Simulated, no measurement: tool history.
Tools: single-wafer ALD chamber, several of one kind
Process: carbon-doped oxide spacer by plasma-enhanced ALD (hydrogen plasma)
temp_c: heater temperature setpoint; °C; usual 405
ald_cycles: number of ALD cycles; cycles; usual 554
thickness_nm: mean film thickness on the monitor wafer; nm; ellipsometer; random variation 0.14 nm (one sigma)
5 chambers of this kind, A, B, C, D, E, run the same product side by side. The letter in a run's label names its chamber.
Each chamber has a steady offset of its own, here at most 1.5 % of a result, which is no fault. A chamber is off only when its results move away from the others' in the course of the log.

run   hour  temp_c  ald_cycles  hours since the last thermocouple change  read-back reference wafer on the same gauge, thickness_nm  thickness_nm
 1C    6.9     405         554                                     572.0                                                     24.299        27.424
 2B   19.6     405         554                                     993.7                                                     24.294        27.355
 3A   31.5     405         554                                     121.5                                                     24.268        27.627
 4E   37.1     405         554                                    1169.8                                                     24.294        27.100
 5D   45.5     397         600                                     213.9                                                     24.302        30.096
 6C   53.5     397         600                                     618.6                                                     24.301        29.815
 7D   62.6     397         600                                     231.0                                                     24.262        30.214
 8B   70.1     397         600                                    1044.2                                                     24.303        30.065
 9A   77.7     397         600                                     167.7                                                     24.354        30.433
10E   89.5     405         554                                    1222.2                                                     24.305        27.287
11B   97.7     405         554                                    1071.8                                                     24.286        27.155
12C  104.7     405         554                                     669.8                                                     24.270        26.807
13E  116.4     405         554                                    1249.1                                                     24.326        27.176
14A  122.9     405         554                                     212.9                                                     24.289        27.431
15D  132.5     405         554                                     300.9                                                     24.300        27.159
16A  144.6     405         554                                     234.6                                                     24.288        27.558
17B  154.7     405         554                                    1128.8                                                     24.316        27.451
18C  160.2     405         554                                     725.3                                                     24.309        27.003
19E  171.4     405         554                                    1304.1                                                     24.280        27.200
20D  183.5     405         554                                     351.9                                                     24.293        27.377
21E  191.7     405         554                                    1324.4                                                     24.281        27.256
22D  201.5     405         554                                     369.9                                                     24.301        27.582
23B  211.0     405         554                                    1185.1                                                     24.285        27.316
24A  220.9     405         554                                     310.9                                                     24.285        27.717
25C  233.0     405         554                                     798.1                                                     24.293        26.728
26B  238.6     405         554                                    1212.7                                                     24.324        27.489
27C  249.3     405         554                                     814.4                                                     24.318        27.077
28A  254.9     405         554                                     344.9                                                     24.302        27.516
29E  263.7     405         554                                    1396.4                                                     24.304        27.142
30D  276.2     405         554                                     444.6                                                     24.298        27.123
31A  285.0     405         554                                     375.0                                                     24.299        27.527
32D  295.7     405         554                                     464.1                                                     24.317        27.164
33B  302.1     405         554                                    1276.2                                                     24.284        27.285
34C  312.8     405         554                                     877.9                                                     24.314        27.082
35E  323.1     405         554                                    1455.8                                                     24.288        27.123

What goes on in this fleet: one chamber off, a drifting gauge, or nothing beyond the chambers' own small offsets? Name the chamber and the cause, if any.

No chamber stands off beyond its own small offset, and the gauge holds steady.
